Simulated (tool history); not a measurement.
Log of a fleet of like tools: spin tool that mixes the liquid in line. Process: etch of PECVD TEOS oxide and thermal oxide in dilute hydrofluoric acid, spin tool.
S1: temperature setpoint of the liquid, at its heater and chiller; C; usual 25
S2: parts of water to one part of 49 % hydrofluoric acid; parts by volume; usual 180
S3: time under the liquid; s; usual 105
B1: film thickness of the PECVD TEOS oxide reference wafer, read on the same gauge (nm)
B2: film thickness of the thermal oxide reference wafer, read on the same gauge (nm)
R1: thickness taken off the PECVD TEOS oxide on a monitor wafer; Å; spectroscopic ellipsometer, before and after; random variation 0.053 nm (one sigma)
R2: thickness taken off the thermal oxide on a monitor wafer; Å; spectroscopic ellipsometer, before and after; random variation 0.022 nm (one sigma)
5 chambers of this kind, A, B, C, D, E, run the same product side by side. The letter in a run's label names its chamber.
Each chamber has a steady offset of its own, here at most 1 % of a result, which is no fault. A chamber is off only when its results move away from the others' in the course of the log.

{"run": "1A", "day": 0.329, "S1": 25, "S2": 180, "S3": 105, "B1": 69.998, "B2": 89.974, "R1": 64.985, "R2": 26.821}
{"run": "2C", "day": 0.746, "S1": 25, "S2": 180, "S3": 105, "B1": 69.982, "B2": 89.968, "R1": 65.107, "R2": 27.247}
{"run": "3E", "day": 1.238, "S1": 25, "S2": 180, "S3": 105, "B1": 70.013, "B2": 90.026, "R1": 65.585, "R2": 27.35}
{"run": "4D", "day": 1.483, "S1": 25, "S2": 180, "S3": 105, "B1": 70.014, "B2": 89.989, "R1": 65.722, "R2": 27.018}
{"run": "5B", "day": 1.775, "S1": 25, "S2": 240, "S3": 140, "B1": 69.994, "B2": 89.982, "R1": 61.558, "R2": 25.632}
{"run": "6C", "day": 2.079, "S1": 25, "S2": 240, "S3": 140, "B1": 70.004, "B2": 89.991, "R1": 61.275, "R2": 25.032}
{"run": "7D", "day": 2.329, "S1": 25, "S2": 240, "S3": 140, "B1": 69.973, "B2": 89.984, "R1": 61.642, "R2": 25.386}
{"run": "8B", "day": 2.838, "S1": 25, "S2": 240, "S3": 140, "B1": 70.0, "B2": 89.977, "R1": 62.66, "R2": 25.843}
{"run": "9E", "day": 3.317, "S1": 25, "S2": 240, "S3": 140, "B1": 70.011, "B2": 89.994, "R1": 61.097, "R2": 25.097}
{"run": "10A", "day": 3.779, "S1": 25, "S2": 180, "S3": 105, "B1": 69.961, "B2": 89.982, "R1": 66.46, "R2": 27.145}
{"run": "11C", "day": 4.196, "S1": 25, "S2": 180, "S3": 105, "B1": 70.0, "B2": 89.983, "R1": 65.35, "R2": 26.942}
{"run": "12E", "day": 4.562, "S1": 25, "S2": 180, "S3": 105, "B1": 69.993, "B2": 90.009, "R1": 66.318, "R2": 27.298}
{"run": "13A", "day": 4.8, "S1": 25, "S2": 180, "S3": 105, "B1": 70.002, "B2": 90.019, "R1": 66.123, "R2": 27.342}
{"run": "14D", "day": 5.188, "S1": 25, "S2": 100, "S3": 105, "B1": 70.0, "B2": 89.996, "R1": 129.1, "R2": 53.381}
{"run": "15B", "day": 5.679, "S1": 25, "S2": 100, "S3": 105, "B1": 69.98, "B2": 89.974, "R1": 133.1, "R2": 55.044}
{"run": "16E", "day": 5.967, "S1": 25, "S2": 100, "S3": 105, "B1": 70.008, "B2": 90.001, "R1": 129.93, "R2": 54.207}
{"run": "17D", "day": 6.25, "S1": 25, "S2": 100, "S3": 105, "B1": 69.971, "B2": 90.017, "R1": 127.47, "R2": 53.151}
{"run": "18C", "day": 6.775, "S1": 25, "S2": 100, "S3": 105, "B1": 70.003, "B2": 90.002, "R1": 131.03, "R2": 54.021}
{"run": "19B", "day": 7.275, "S1": 25, "S2": 180, "S3": 105, "B1": 70.005, "B2": 90.02, "R1": 66.118, "R2": 27.461}
{"run": "20A", "day": 7.704, "S1": 25, "S2": 180, "S3": 105, "B1": 70.013, "B2": 90.014, "R1": 66.365, "R2": 27.224}
{"run": "21A", "day": 8.042, "S1": 25, "S2": 180, "S3": 105, "B1": 70.001, "B2": 89.957, "R1": 65.566, "R2": 27.561}
{"run": "22D", "day": 8.392, "S1": 25, "S2": 180, "S3": 105, "B1": 69.983, "B2": 89.989, "R1": 66.092, "R2": 27.167}
{"run": "23E", "day": 8.638, "S1": 25, "S2": 180, "S3": 105, "B1": 69.973, "B2": 89.983, "R1": 66.81, "R2": 27.433}
{"run": "24B", "day": 9.1, "S1": 29, "S2": 180, "S3": 105, "B1": 69.961, "B2": 90.033, "R1": 76.617, "R2": 32.061}
{"run": "25C", "day": 9.383, "S1": 29, "S2": 180, "S3": 105, "B1": 70.005, "B2": 90.002, "R1": 75.153, "R2": 31.3}
{"run": "26C", "day": 9.612, "S1": 29, "S2": 180, "S3": 105, "B1": 70.02, "B2": 89.977, "R1": 76.754, "R2": 31.538}
{"run": "27D", "day": 10.042, "S1": 29, "S2": 180, "S3": 105, "B1": 69.983, "B2": 90.038, "R1": 75.732, "R2": 31.289}
{"run": "28A", "day": 10.292, "S1": 29, "S2": 180, "S3": 105, "B1": 70.013, "B2": 90.025, "R1": 75.817, "R2": 32.114}
{"run": "29B", "day": 10.788, "S1": 25, "S2": 180, "S3": 105, "B1": 69.996, "B2": 89.992, "R1": 65.591, "R2": 27.358}
{"run": "30E", "day": 11.108, "S1": 25, "S2": 180, "S3": 105, "B1": 70.002, "B2": 90.0, "R1": 65.303, "R2": 27.689}
{"run": "31A", "day": 11.362, "S1": 25, "S2": 180, "S3": 105, "B1": 69.996, "B2": 90.02, "R1": 65.035, "R2": 26.901}
{"run": "32D", "day": 11.854, "S1": 25, "S2": 180, "S3": 105, "B1": 69.976, "B2": 90.002, "R1": 66.118, "R2": 26.791}

All 5 chambers run these settings next. Forecast each chamber's results:
{"run": "33A", "day": 12.238, "S1": 25, "S2": 180, "S3": 105, "R1": "?", "R2": "?"}
{"run": "33B", "day": 12.238, "S1": 25, "S2": 180, "S3": 105, "R1": "?", "R2": "?"}
{"run": "33C", "day": 12.238, "S1": 25, "S2": 180, "S3": 105, "R1": "?", "R2": "?"}
{"run": "33D", "day": 12.238, "S1": 25, "S2": 180, "S3": 105, "R1": "?", "R2": "?"}
{"run": "33E", "day": 12.238, "S1": 25, "S2": 180, "S3": 105, "R1": "?", "R2": "?"}

run=33A R1=65.621 R2=27.104
run=33B R1=66.061 R2=27.162
run=33C R1=66.693 R2=26.806
run=33D R1=64.775 R2=27.254
run=33E R1=65.646 R2=27.184
